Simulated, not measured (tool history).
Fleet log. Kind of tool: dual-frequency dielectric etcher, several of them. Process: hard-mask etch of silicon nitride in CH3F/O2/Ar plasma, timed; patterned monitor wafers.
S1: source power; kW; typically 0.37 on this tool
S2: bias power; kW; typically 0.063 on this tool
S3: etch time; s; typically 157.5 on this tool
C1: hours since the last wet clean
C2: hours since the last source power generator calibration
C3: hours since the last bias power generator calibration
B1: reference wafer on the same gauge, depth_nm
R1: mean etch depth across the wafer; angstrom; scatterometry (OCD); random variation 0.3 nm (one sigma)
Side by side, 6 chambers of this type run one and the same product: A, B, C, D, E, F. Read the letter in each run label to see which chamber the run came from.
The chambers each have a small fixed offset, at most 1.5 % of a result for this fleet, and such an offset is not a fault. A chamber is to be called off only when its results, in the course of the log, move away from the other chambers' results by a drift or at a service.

{"run": "1C", "hour": 6.0, "S1": 0.37, "S2": 0.063, "S3": 157.5, "C1": 108.3, "C2": 2416.8, "C3": 1044.8, "B1": 91.04, "R1": 1034.2}
{"run": "2E", "hour": 11.7, "S1": 0.37, "S2": 0.063, "S3": 157.5, "C1": 348, "C2": 888.9, "C3": 1478.9, "B1": 91.051, "R1": 1022.2}
{"hour": 14.6, "done": "chamber D: wet clean of the chamber"}
{"run": "3B", "hour": 19.8, "S1": 0.37, "S2": 0.063, "S3": 157.5, "C1": 480, "C2": 411.3, "C3": 4622.1, "B1": 90.976, "R1": 1020.7}
{"run": "4F", "hour": 27.8, "S1": 0.37, "S2": 0.063, "S3": 157.5, "C1": 141.9, "C2": 2589.5, "C3": 1713.4, "B1": 91.01, "R1": 1031.2}
{"run": "5A", "hour": 38.3, "S1": 0.37, "S2": 0.063, "S3": 157.5, "C1": 394, "C2": 1996.8, "C3": 707.1, "B1": 90.982, "R1": 1012.3}
{"run": "6D", "hour": 44.4, "S1": 0.37, "S2": 0.063, "S3": 157.5, "C1": 29.9, "C2": 775.3, "C3": 984.2, "B1": 90.932, "R1": 1013.3}
{"run": "7F", "hour": 51.7, "S1": 0.37, "S2": 0.063, "S3": 157.5, "C1": 165.8, "C2": 2613.4, "C3": 1737.3, "B1": 91.061, "R1": 1036.6}
{"run": "8E", "hour": 58.4, "S1": 0.37, "S2": 0.063, "S3": 157.5, "C1": 394.7, "C2": 935.6, "C3": 1525.6, "B1": 91.008, "R1": 1018.1}
{"run": "9A", "hour": 64.5, "S1": 0.32, "S2": 0.063, "S3": 123.5, "C1": 420.2, "C2": 2023, "C3": 733.3, "B1": 91.028, "R1": 751.5}
{"hour": 66.8, "done": "chamber A: wet clean of the chamber"}
{"run": "10B", "hour": 75.5, "S1": 0.32, "S2": 0.063, "S3": 123.5, "C1": 535.7, "C2": 467, "C3": 4677.8, "B1": 91.002, "R1": 757.82}
{"run": "11D", "hour": 83.1, "S1": 0.32, "S2": 0.063, "S3": 123.5, "C1": 68.6, "C2": 814, "C3": 1022.9, "B1": 90.998, "R1": 751.32}
{"run": "12C", "hour": 93.4, "S1": 0.32, "S2": 0.063, "S3": 123.5, "C1": 195.7, "C2": 2504.2, "C3": 1132.2, "B1": 90.992, "R1": 769.65}
{"run": "13A", "hour": 104.3, "S1": 0.32, "S2": 0.063, "S3": 123.5, "C1": 37.6, "C2": 2062.8, "C3": 773.1, "B1": 91.039, "R1": 751.32}
{"run": "14F", "hour": 112.4, "S1": 0.32, "S2": 0.063, "S3": 123.5, "C1": 226.5, "C2": 2674.1, "C3": 1798, "B1": 90.986, "R1": 767.83}
{"run": "15D", "hour": 119.4, "S1": 0.37, "S2": 0.063, "S3": 157.5, "C1": 104.9, "C2": 850.3, "C3": 1059.2, "B1": 90.958, "R1": 1016.9}
{"run": "16B", "hour": 127.9, "S1": 0.37, "S2": 0.063, "S3": 157.5, "C1": 588.1, "C2": 519.4, "C3": 4730.2, "B1": 91.081, "R1": 1015}
{"hour": 130.4, "done": "chamber B: wet clean of the chamber"}
{"run": "17E", "hour": 134.0, "S1": 0.37, "S2": 0.063, "S3": 157.5, "C1": 470.3, "C2": 1011.2, "C3": 1601.2, "B1": 90.97, "R1": 1018.9}
{"run": "18C", "hour": 139.8, "S1": 0.37, "S2": 0.063, "S3": 157.5, "C1": 242.1, "C2": 2550.6, "C3": 1178.6, "B1": 90.977, "R1": 1035.4}
{"run": "19F", "hour": 149.6, "S1": 0.37, "S2": 0.063, "S3": 157.5, "C1": 263.7, "C2": 2711.3, "C3": 1835.2, "B1": 91.043, "R1": 1032.6}
{"run": "20D", "hour": 158.2, "S1": 0.37, "S2": 0.063, "S3": 157.5, "C1": 143.7, "C2": 889.1, "C3": 1098, "B1": 91.013, "R1": 1009.4}
{"run": "21B", "hour": 164.9, "S1": 0.37, "S2": 0.063, "S3": 157.5, "C1": 34.6, "C2": 556.4, "C3": 4767.2, "B1": 90.973, "R1": 1019.8}
{"run": "22A", "hour": 173.3, "S1": 0.37, "S2": 0.063, "S3": 157.5, "C1": 106.6, "C2": 2131.8, "C3": 842.1, "B1": 91.072, "R1": 1015.7}
{"hour": 175.1, "done": "chamber B: bias power generator calibrated"}
{"run": "23E", "hour": 182.1, "S1": 0.43, "S2": 0.063, "S3": 157.5, "C1": 518.4, "C2": 1059.3, "C3": 1649.3, "B1": 91.094, "R1": 1087.8}
{"run": "24C", "hour": 189.9, "S1": 0.43, "S2": 0.063, "S3": 157.5, "C1": 292.2, "C2": 2600.7, "C3": 1228.7, "B1": 90.994, "R1": 1098.9}
{"run": "25F", "hour": 198.1, "S1": 0.43, "S2": 0.063, "S3": 157.5, "C1": 312.2, "C2": 2759.8, "C3": 1883.7, "B1": 91.022, "R1": 1096.1}
{"run": "26D", "hour": 209.3, "S1": 0.43, "S2": 0.063, "S3": 157.5, "C1": 194.8, "C2": 940.2, "C3": 1149.1, "B1": 91.036, "R1": 1068.5}
{"hour": 214.0, "done": "chamber E: wet clean of the chamber"}
{"run": "27C", "hour": 218.6, "S1": 0.43, "S2": 0.063, "S3": 157.5, "C1": 320.9, "C2": 2629.4, "C3": 1257.4, "B1": 90.943, "R1": 1103.6}
{"run": "28B", "hour": 223.4, "S1": 0.43, "S2": 0.063, "S3": 157.5, "C1": 93.1, "C2": 614.9, "C3": 48.3, "B1": 91.004, "R1": 1079.6}
{"run": "29E", "hour": 231.3, "S1": 0.37, "S2": 0.063, "S3": 157.5, "C1": 17.3, "C2": 1108.5, "C3": 1698.5, "B1": 90.993, "R1": 1021.1}
{"run": "30A", "hour": 242.0, "S1": 0.37, "S2": 0.063, "S3": 157.5, "C1": 175.3, "C2": 2200.5, "C3": 910.8, "B1": 90.942, "R1": 1011}
{"run": "31C", "hour": 252.4, "S1": 0.37, "S2": 0.063, "S3": 157.5, "C1": 354.7, "C2": 2663.2, "C3": 1291.2, "B1": 91.003, "R1": 1048.2}
{"run": "32F", "hour": 258.8, "S1": 0.37, "S2": 0.063, "S3": 157.5, "C1": 372.9, "C2": 2820.5, "C3": 1944.4, "B1": 91.018, "R1": 1029.8}
{"run": "33A", "hour": 264.9, "S1": 0.37, "S2": 0.063, "S3": 157.5, "C1": 198.2, "C2": 2223.4, "C3": 933.7, "B1": 90.97, "R1": 1016.3}
{"run": "34D", "hour": 272.9, "S1": 0.37, "S2": 0.063, "S3": 157.5, "C1": 258.4, "C2": 1003.8, "C3": 1212.7, "B1": 91.056, "R1": 1008.1}
{"run": "35B", "hour": 279.0, "S1": 0.37, "S2": 0.063, "S3": 157.5, "C1": 148.7, "C2": 670.5, "C3": 103.9, "B1": 91.066, "R1": 1019.3}
{"run": "36E", "hour": 287.4, "S1": 0.37, "S2": 0.063, "S3": 157.5, "C1": 73.4, "C2": 1164.6, "C3": 1754.6, "B1": 91.012, "R1": 1018.3}
{"hour": 288.3, "done": "chamber C: source power generator calibrated"}
{"run": "37C", "hour": 296.5, "S1": 0.29, "S2": 0.056, "S3": 157.5, "C1": 398.8, "C2": 8.3, "C3": 1335.3, "B1": 91.021, "R1": 921.23}
{"run": "38F", "hour": 302.9, "S1": 0.29, "S2": 0.056, "S3": 157.5, "C1": 417, "C2": 2864.6, "C3": 1988.5, "B1": 90.978, "R1": 901.15}
{"run": "39A", "hour": 313.7, "S1": 0.29, "S2": 0.056, "S3": 157.5, "C1": 247, "C2": 2272.2, "C3": 982.5, "B1": 90.984, "R1": 890.18}
{"run": "40E", "hour": 321.7, "S1": 0.29, "S2": 0.056, "S3": 157.5, "C1": 107.7, "C2": 1198.9, "C3": 1788.9, "B1": 91.064, "R1": 895.99}
{"run": "41B", "hour": 330.9, "S1": 0.29, "S2": 0.056, "S3": 157.5, "C1": 200.6, "C2": 722.4, "C3": 155.8, "B1": 91.044, "R1": 895.83}

Has any chamber moved away from the others, gradually or after a service, or does the common gauge drift, or do the chambers differ only by their own small steady offsets? State the chamber and the most likely cause if one applies.

One chamber, C, drifts off from the rest bit by bit.
Most likely cause: etch rate over this chamber's usual, % = 2.34.

Below are 4 candidate recipes for chamber C's next run, each the usual settings with a change, their results shown as question marks. Which of them brings C's results back in line with what the other chambers give on the usual settings?
Allowed miss from the other chambers' usual-settings mean, per result, to count as in line: R1 11 angstrom
{"run": "42C-1", "hour": 339.0, "S1": 0.37, "S2": 0.069, "S3": 157.5, "R1": "?"}
{"run": "42C-2", "hour": 339.0, "S1": 0.37, "S2": 0.062, "S3": 149, "R1": "?"}
{"run": "42C-3", "hour": 339.0, "S1": 0.37, "S2": 0.063, "S3": 153, "R1": "?"}
{"run": "42C-4", "hour": 339.0, "S1": 0.37, "S2": 0.075, "S3": 157.5, "R1": "?"}

The other chambers' mean on the usual settings: R1 1020 angstrom
run=42C-1 R1=1087.3
run=42C-2 R1=991.46
run=42C-3 R1=1023.6
run=42C-4 R1=1119.6
42C-3 puts the chamber back in line with the other chambers.
